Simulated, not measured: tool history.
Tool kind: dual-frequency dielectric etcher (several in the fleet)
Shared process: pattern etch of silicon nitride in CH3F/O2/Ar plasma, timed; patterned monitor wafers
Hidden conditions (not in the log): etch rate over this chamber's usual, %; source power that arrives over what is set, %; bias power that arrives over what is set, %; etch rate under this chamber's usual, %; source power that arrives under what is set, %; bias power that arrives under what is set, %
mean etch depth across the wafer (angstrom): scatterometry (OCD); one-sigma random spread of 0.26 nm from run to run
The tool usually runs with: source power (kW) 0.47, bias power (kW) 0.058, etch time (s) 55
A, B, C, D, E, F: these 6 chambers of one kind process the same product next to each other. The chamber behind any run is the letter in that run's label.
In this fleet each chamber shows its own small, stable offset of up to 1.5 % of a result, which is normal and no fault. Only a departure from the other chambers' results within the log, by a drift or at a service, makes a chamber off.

| run | day | source power (kW) | bias power (kW) | etch time (s) | hours since the last wet clean | hours since the last source power generator calibration | hours since the last bias power generator calibration | read-back reference wafer on the same gauge, depth_nm | mean etch depth across the wafer (angstrom) |
|---|---|---|---|---|---|---|---|---|---|
| 1B | 0.246 | 0.47 | 0.058 | 55 | 132.1 | 2838.3 | 114.4 | 45.559 | 380.28 |
| 2C | 0.467 | 0.47 | 0.058 | 55 | 528.1 | 3827.3 | 1054.6 | 45.461 | 384.26 |
| 3E | 0.725 | 0.47 | 0.058 | 55 | 278.8 | 747 | 2508.8 | 45.496 | 381.34 |
| 4A | 0.979 | 0.47 | 0.058 | 55 | 270.3 | 1572.5 | 3136.2 | 45.596 | 381.25 |
| 5F | 1.204 | 0.47 | 0.058 | 55 | 418.5 | 3791.1 | 2155.5 | 45.568 | 379.31 |
| 6D | 1.354 | 0.47 | 0.058 | 55 | 231.4 | 1044.2 | 1406.8 | 45.567 | 379.25 |
| 7B | 1.6 | 0.47 | 0.058 | 55 | 164.6 | 2870.8 | 146.9 | 45.426 | 380.39 |
| 8F | 1.762 | 0.56 | 0.052 | 55 | 431.9 | 3804.5 | 2168.9 | 45.46 | 391.56 |
| 9D | 1.958 | 0.56 | 0.052 | 55 | 245.9 | 1058.7 | 1421.3 | 45.477 | 391.47 |
| 10C | 2.233 | 0.56 | 0.052 | 55 | 570.5 | 3869.7 | 1097 | 45.554 | 399.03 |
| 11E | 2.412 | 0.56 | 0.052 | 55 | 319.3 | 787.5 | 2549.3 | 45.495 | 391.85 |
| 12A | 2.546 | 0.56 | 0.052 | 55 | 307.9 | 1610.1 | 3173.8 | 45.442 | 400.7 |
| 13E | 2.775 | 0.56 | 0.052 | 55 | 328 | 796.2 | 2558 | 45.521 | 395.32 |
| 14F | 3.046 | 0.47 | 0.058 | 55 | 462.7 | 3835.3 | 2199.7 | 45.539 | 378.49 |
| 15A | 3.3 | 0.47 | 0.058 | 55 | 326 | 1628.2 | 3191.9 | 45.639 | 377.39 |
| 16D | 3.429 | 0.47 | 0.058 | 55 | 281.2 | 1094 | 1456.6 | 45.512 | 379.4 |
|  | 3.658 | chamber A: bias power generator calibrated |
| 17B | 3.658 | 0.47 | 0.058 | 55 | 214 | 2920.2 | 196.3 | 45.453 | 381.45 |
| 18C | 3.796 | 0.47 | 0.058 | 55 | 608 | 3907.2 | 1134.5 | 45.452 | 392.46 |
| 19D | 3.979 | 0.47 | 0.058 | 55 | 294.4 | 1107.2 | 1469.8 | 45.4 | 381.97 |
| 20C | 4.117 | 0.47 | 0.058 | 55 | 615.7 | 3914.9 | 1142.2 | 45.398 | 381.59 |
| 21A | 4.288 | 0.47 | 0.058 | 55 | 349.7 | 1651.9 | 15.1 | 45.517 | 382.24 |
| 22F | 4.529 | 0.47 | 0.058 | 55 | 498.3 | 3870.9 | 2235.3 | 45.456 | 376.06 |
| 23E | 4.783 | 0.47 | 0.058 | 55 | 376.2 | 844.4 | 2606.2 | 45.477 | 382.23 |
| 24B | 4.971 | 0.47 | 0.058 | 55 | 245.5 | 2951.7 | 227.8 | 45.533 | 375.79 |
|  | 5.021 | chamber A: wet clean of the chamber |
|  | 5.075 | chamber F: wet clean of the chamber |
| 25B | 5.183 | 0.47 | 0.058 | 55 | 250.6 | 2956.8 | 232.9 | 45.407 | 376.83 |
|  | 5.288 | chamber C: wet clean of the chamber |
| 26D | 5.454 | 0.47 | 0.058 | 55 | 329.8 | 1142.6 | 1505.2 | 45.511 | 384.2 |
| 27E | 5.729 | 0.47 | 0.058 | 55 | 398.9 | 867.1 | 2628.9 | 45.467 | 382.85 |
| 28C | 5.975 | 0.47 | 0.058 | 55 | 16.5 | 3959.5 | 1186.8 | 45.636 | 386.84 |
|  | 6.046 | chamber A: source power generator calibrated |
| 29F | 6.217 | 0.47 | 0.058 | 55 | 27.4 | 3911.4 | 2275.8 | 45.442 | 379.72 |
| 30A | 6.483 | 0.47 | 0.058 | 55 | 35.2 | 10.6 | 67.8 | 45.464 | 383.62 |
| 31E | 6.629 | 0.47 | 0.058 | 55 | 420.5 | 888.7 | 2650.5 | 45.452 | 380.89 |
| 32A | 6.854 | 0.47 | 0.058 | 55 | 44.1 | 19.5 | 76.7 | 45.515 | 383.92 |
| 33B | 7.125 | 0.47 | 0.058 | 55 | 297.2 | 3003.4 | 279.5 | 45.527 | 382.02 |
| 34D | 7.321 | 0.47 | 0.067 | 49.5 | 374.6 | 1187.4 | 1550 | 45.469 | 362.77 |
| 35F | 7.617 | 0.47 | 0.067 | 49.5 | 61 | 3945 | 2309.4 | 45.511 | 353.38 |
| 36C | 7.808 | 0.47 | 0.067 | 49.5 | 60.5 | 4003.5 | 1230.8 | 45.488 | 366.14 |
| 37F | 7.996 | 0.47 | 0.067 | 49.5 | 70.1 | 3954.1 | 2318.5 | 45.606 | 354.11 |
| 38B | 8.171 | 0.47 | 0.067 | 49.5 | 322.3 | 3028.5 | 304.6 | 45.496 | 358.6 |
| 39E | 8.438 | 0.47 | 0.067 | 49.5 | 463.9 | 932.1 | 2693.9 | 45.563 | 360.26 |
| 40A | 8.662 | 0.47 | 0.058 | 55 | 87.5 | 62.9 | 120.1 | 45.605 | 382 |
| 41C | 8.875 | 0.47 | 0.058 | 55 | 86.1 | 4029.1 | 1256.4 | 45.49 | 378.75 |
| 42D | 9.05 | 0.47 | 0.058 | 55 | 416.1 | 1228.9 | 1591.5 | 45.501 | 375.92 |
| 43E | 9.212 | 0.47 | 0.058 | 55 | 482.5 | 950.7 | 2712.5 | 45.476 | 379.23 |
| 44A | 9.396 | 0.47 | 0.058 | 55 | 105.1 | 80.5 | 137.7 | 45.506 | 381.04 |

Does one chamber stand apart from the rest, does the shared gauge drift, or is all well apart from small per-chamber offsets? Give the chamber and the most likely cause, where there is one.

No chamber stands off beyond its own small offset, and the gauge holds steady.
